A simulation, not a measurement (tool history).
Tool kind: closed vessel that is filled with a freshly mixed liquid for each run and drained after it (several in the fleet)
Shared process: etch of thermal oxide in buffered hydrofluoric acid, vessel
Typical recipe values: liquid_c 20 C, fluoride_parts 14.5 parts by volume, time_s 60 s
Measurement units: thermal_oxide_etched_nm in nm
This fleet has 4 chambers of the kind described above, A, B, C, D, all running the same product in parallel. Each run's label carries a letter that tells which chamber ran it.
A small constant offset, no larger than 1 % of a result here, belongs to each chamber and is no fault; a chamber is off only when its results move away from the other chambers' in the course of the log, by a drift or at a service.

| run | day | liquid_c | fluoride_parts | time_s | hours since the thermometer was replaced | hours since the hydrofluoric acid flow meter was replaced | read-back film thickness of the thermal oxide reference wafer, read on the same gauge (nm) | thermal_oxide_etched_nm |
|---|---|---|---|---|---|---|---|---|
| 1D | 0.254 | 20 | 14.5 | 60 | 231.2 | 371 | 139.99 | 37.936 |
| 2C | 0.704 | 20 | 14.5 | 60 | 87.4 | 621.4 | 139.99 | 38.052 |
| 3B | 0.967 | 20 | 14.5 | 60 | 244.7 | 308.2 | 140.03 | 38.363 |
| 4A | 1.333 | 20 | 14.5 | 60 | 676.5 | 1510.4 | 139.97 | 38.228 |
| 5A | 1.771 | 20 | 14.5 | 60 | 687 | 1520.9 | 139.98 | 38.305 |
| 6C | 2.225 | 20 | 14.5 | 60 | 123.9 | 657.9 | 139.98 | 38.576 |
| 7B | 2.608 | 20 | 14.5 | 60 | 284.1 | 347.6 | 140 | 38.363 |
| 8D | 2.912 | 20 | 14.5 | 60 | 295 | 434.8 | 140 | 38.209 |
| 9D | 3.188 | 20 | 14.5 | 60 | 301.6 | 441.4 | 140.01 | 38.172 |
| 10B | 3.4 | 20 | 14.5 | 60 | 303.1 | 366.6 | 139.99 | 38.346 |
| 11A | 3.833 | 20 | 14.5 | 60 | 736.5 | 1570.4 | 139.95 | 38.305 |
| 12C | 4.179 | 20 | 14.5 | 60 | 170.8 | 704.8 | 140 | 38.372 |
| 13A | 4.388 | 20 | 14.5 | 60 | 749.8 | 1583.7 | 140.02 | 38.467 |
| 14D | 4.708 | 20 | 14.5 | 60 | 338.1 | 477.9 | 140.01 | 37.8 |
| 15B | 4.929 | 20 | 17 | 90 | 339.8 | 403.3 | 139.98 | 49.216 |
| 16C | 5.3 | 20 | 17 | 90 | 197.7 | 731.7 | 139.99 | 49.067 |
| 17B | 5.692 | 20 | 17 | 90 | 358.1 | 421.6 | 140.01 | 48.889 |
| 18A | 6.117 | 20 | 17 | 90 | 791.3 | 1625.2 | 140.06 | 49.007 |
| 19D | 6.338 | 20 | 14.5 | 60 | 377.2 | 517 | 140.03 | 37.383 |
| 20C | 6.538 | 20 | 14.5 | 60 | 227.4 | 761.4 | 139.98 | 38.169 |
| 21A | 6.975 | 20 | 14.5 | 60 | 811.9 | 1645.8 | 140.01 | 38.325 |
| 22D | 7.425 | 22.5 | 19 | 60 | 403.3 | 543.1 | 139.98 | 32.9 |
| 23C | 7.658 | 22.5 | 19 | 60 | 254.3 | 788.3 | 140.03 | 33.902 |
| 24B | 7.854 | 22.5 | 19 | 60 | 410 | 473.5 | 139.98 | 33.731 |
|  | 7.967 | chamber A: thermometer replaced |
| 25C | 8.096 | 22.5 | 19 | 60 | 264.8 | 798.8 | 139.97 | 33.49 |
| 26B | 8.3 | 20 | 14.5 | 60 | 420.7 | 484.2 | 139.99 | 38.238 |
| 27A | 8.654 | 20 | 14.5 | 60 | 16.5 | 1686.1 | 140.01 | 38.596 |
| 28D | 9.104 | 20 | 17 | 60 | 443.6 | 583.4 | 139.97 | 31.524 |
| 29D | 9.479 | 20 | 17 | 60 | 452.6 | 592.4 | 140.01 | 31.613 |
| 30A | 9.921 | 20 | 17 | 60 | 46.9 | 1716.5 | 139.98 | 32.707 |
| 31B | 10.129 | 20 | 17 | 60 | 464.6 | 528.1 | 140 | 32.833 |
| 32C | 10.554 | 20 | 14.5 | 60 | 323.8 | 857.8 | 139.96 | 38.068 |
| 33D | 10.988 | 20 | 14.5 | 60 | 488.8 | 628.6 | 139.96 | 36.734 |
| 34C | 11.2 | 20 | 14.5 | 60 | 339.3 | 873.3 | 139.98 | 38.286 |
| 35A | 11.442 | 20 | 14.5 | 60 | 83.4 | 1753 | 139.95 | 38.364 |
| 36B | 11.888 | 20 | 14.5 | 60 | 506.8 | 570.3 | 139.99 | 38.259 |
| 37B | 12.092 | 20 | 14.5 | 60 | 511.7 | 575.2 | 140 | 38.255 |
| 38D | 12.496 | 20 | 14.5 | 90 | 525 | 664.8 | 139.99 | 54.348 |
| 39C | 12.833 | 20 | 14.5 | 90 | 378.5 | 912.5 | 140 | 57.648 |

Each of the 4 chambers runs these same settings next. Fill in every chamber's results:
| 40A | 13.158 | 20 | 14.5 | 60 |  |  |  | ? |
| 40B | 13.158 | 20 | 14.5 | 60 |  |  |  | ? |
| 40C | 13.158 | 20 | 14.5 | 60 |  |  |  | ? |
| 40D | 13.158 | 20 | 14.5 | 60 |  |  |  | ? |

| run | thermal_oxide_etched_nm |
|---|---|
| 40A | 38.51 |
| 40B | 38.39 |
| 40C | 38.306 |
| 40D | 36.199 |
